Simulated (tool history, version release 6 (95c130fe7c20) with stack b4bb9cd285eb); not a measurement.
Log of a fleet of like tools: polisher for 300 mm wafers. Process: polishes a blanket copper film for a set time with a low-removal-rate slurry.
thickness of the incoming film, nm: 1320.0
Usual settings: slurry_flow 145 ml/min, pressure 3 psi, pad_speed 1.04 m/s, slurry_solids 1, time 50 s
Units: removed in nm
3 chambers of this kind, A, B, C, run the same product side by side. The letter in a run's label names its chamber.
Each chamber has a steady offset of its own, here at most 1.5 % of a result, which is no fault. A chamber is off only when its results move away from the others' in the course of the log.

run 1A hour=4.4 | slurry_flow=145 pressure=3 pad_speed=1.04 slurry_solids=1 time=50 | removed=163.12
run 2B hour=10.4 | slurry_flow=145 pressure=3 pad_speed=1.04 slurry_solids=1 time=50 | removed=158.46
run 3C hour=15 | slurry_flow=145 pressure=3 pad_speed=1.04 slurry_solids=1 time=50 | removed=159.41
-- hour=16.1 chamber A: worn pad replaced by a new one
run 4B hour=19.1 | slurry_flow=145 pressure=3 pad_speed=1.04 slurry_solids=1 time=50 | removed=161.58
-- hour=23.1 chamber A: slurry blender recalibrated
run 5A hour=24.2 | slurry_flow=145 pressure=3 pad_speed=1.04 slurry_solids=1 time=50 | removed=160.43
run 6C hour=29.8 | slurry_flow=145 pressure=3 pad_speed=1.04 slurry_solids=1 time=50 | removed=158.49
run 7A hour=36.2 | slurry_flow=145 pressure=3 pad_speed=1.04 slurry_solids=1 time=50 | removed=163.62
-- hour=39.5 chamber C: worn pad replaced by a new one
run 8C hour=41.4 | slurry_flow=145 pressure=3 pad_speed=1.04 slurry_solids=1 time=50 | removed=158.76
run 9B hour=45 | slurry_flow=145 pressure=3 pad_speed=1.04 slurry_solids=1 time=50 | removed=159.29
run 10C hour=51.5 | slurry_flow=145 pressure=3 pad_speed=1.04 slurry_solids=1 time=50 | removed=159.02
run 11B hour=58 | slurry_flow=145 pressure=3.7 pad_speed=1.04 slurry_solids=1 time=36 | removed=142.91
-- hour=61 chamber B: worn pad replaced by a new one
run 12A hour=63.2 | slurry_flow=145 pressure=3.7 pad_speed=1.04 slurry_solids=1 time=36 | removed=143.18
-- hour=65.2 chamber C: slurry nozzle cleaned
run 13C hour=68.6 | slurry_flow=145 pressure=3.7 pad_speed=1.04 slurry_solids=1 time=36 | removed=139.94
-- hour=69.4 chamber C: slurry blender recalibrated
-- hour=71.8 chamber A: worn pad replaced by a new one
run 14A hour=73.3 | slurry_flow=120 pressure=3 pad_speed=1.04 slurry_solids=1 time=37 | removed=113.9
-- hour=76.2 chamber A: slurry nozzle cleaned
run 15B hour=78.9 | slurry_flow=120 pressure=3 pad_speed=1.04 slurry_solids=1 time=37 | removed=113.4
run 16A hour=85.1 | slurry_flow=120 pressure=3 pad_speed=1.04 slurry_solids=1 time=37 | removed=115.17
run 17C hour=89.2 | slurry_flow=145 pressure=3 pad_speed=1.04 slurry_solids=1 time=50 | removed=160.77
-- hour=90.9 chamber C: worn pad replaced by a new one
run 18B hour=92.5 | slurry_flow=145 pressure=3 pad_speed=1.04 slurry_solids=1 time=50 | removed=161.84
run 19B hour=97.5 | slurry_flow=145 pressure=3 pad_speed=1.04 slurry_solids=1 time=50 | removed=161.25
run 20C hour=103.1 | slurry_flow=145 pressure=3 pad_speed=1.04 slurry_solids=1 time=50 | removed=159.61
run 21A hour=106.8 | slurry_flow=145 pressure=3 pad_speed=1.04 slurry_solids=1 time=50 | removed=157.69
run 22A hour=110.4 | slurry_flow=145 pressure=3.8 pad_speed=1.04 slurry_solids=1 time=50 | removed=206.01
run 23B hour=115 | slurry_flow=145 pressure=3.8 pad_speed=1.04 slurry_solids=1 time=50 | removed=201.73
-- hour=118.4 chamber B: worn pad replaced by a new one
run 24C hour=121.6 | slurry_flow=145 pressure=3.8 pad_speed=1.04 slurry_solids=1 time=50 | removed=200.82
-- hour=124.7 chamber A: worn pad replaced by a new one
run 25B hour=127.2 | slurry_flow=185 pressure=3 pad_speed=1.04 slurry_solids=1 time=39 | removed=130.95
run 26A hour=130.6 | slurry_flow=185 pressure=3 pad_speed=1.04 slurry_solids=1 time=39 | removed=129.9
run 27C hour=136.4 | slurry_flow=185 pressure=3 pad_speed=1.04 slurry_solids=1 time=39 | removed=127.77
-- hour=138.1 chamber A: slurry blender recalibrated
run 28C hour=141.3 | slurry_flow=145 pressure=3 pad_speed=1.04 slurry_solids=1 time=50 | removed=158.74
run 29A hour=147.2 | slurry_flow=145 pressure=3 pad_speed=1.04 slurry_solids=1 time=50 | removed=159.62
-- hour=151.7 chamber B: slurry blender recalibrated
run 30B hour=153.9 | slurry_flow=145 pressure=3 pad_speed=1.04 slurry_solids=1 time=50 | removed=160.17

Next, every chamber runs the same settings. What will each give?
run 31A hour=158.6 | slurry_flow=145 pressure=3.9 pad_speed=1.04 slurry_solids=1 time=50 | removed=?
run 31B hour=158.6 | slurry_flow=145 pressure=3.9 pad_speed=1.04 slurry_solids=1 time=50 | removed=?
run 31C hour=158.6 | slurry_flow=145 pressure=3.9 pad_speed=1.04 slurry_solids=1 time=50 | removed=?

run=31A removed=211.08
run=31B removed=205.82
run=31C removed=205.56
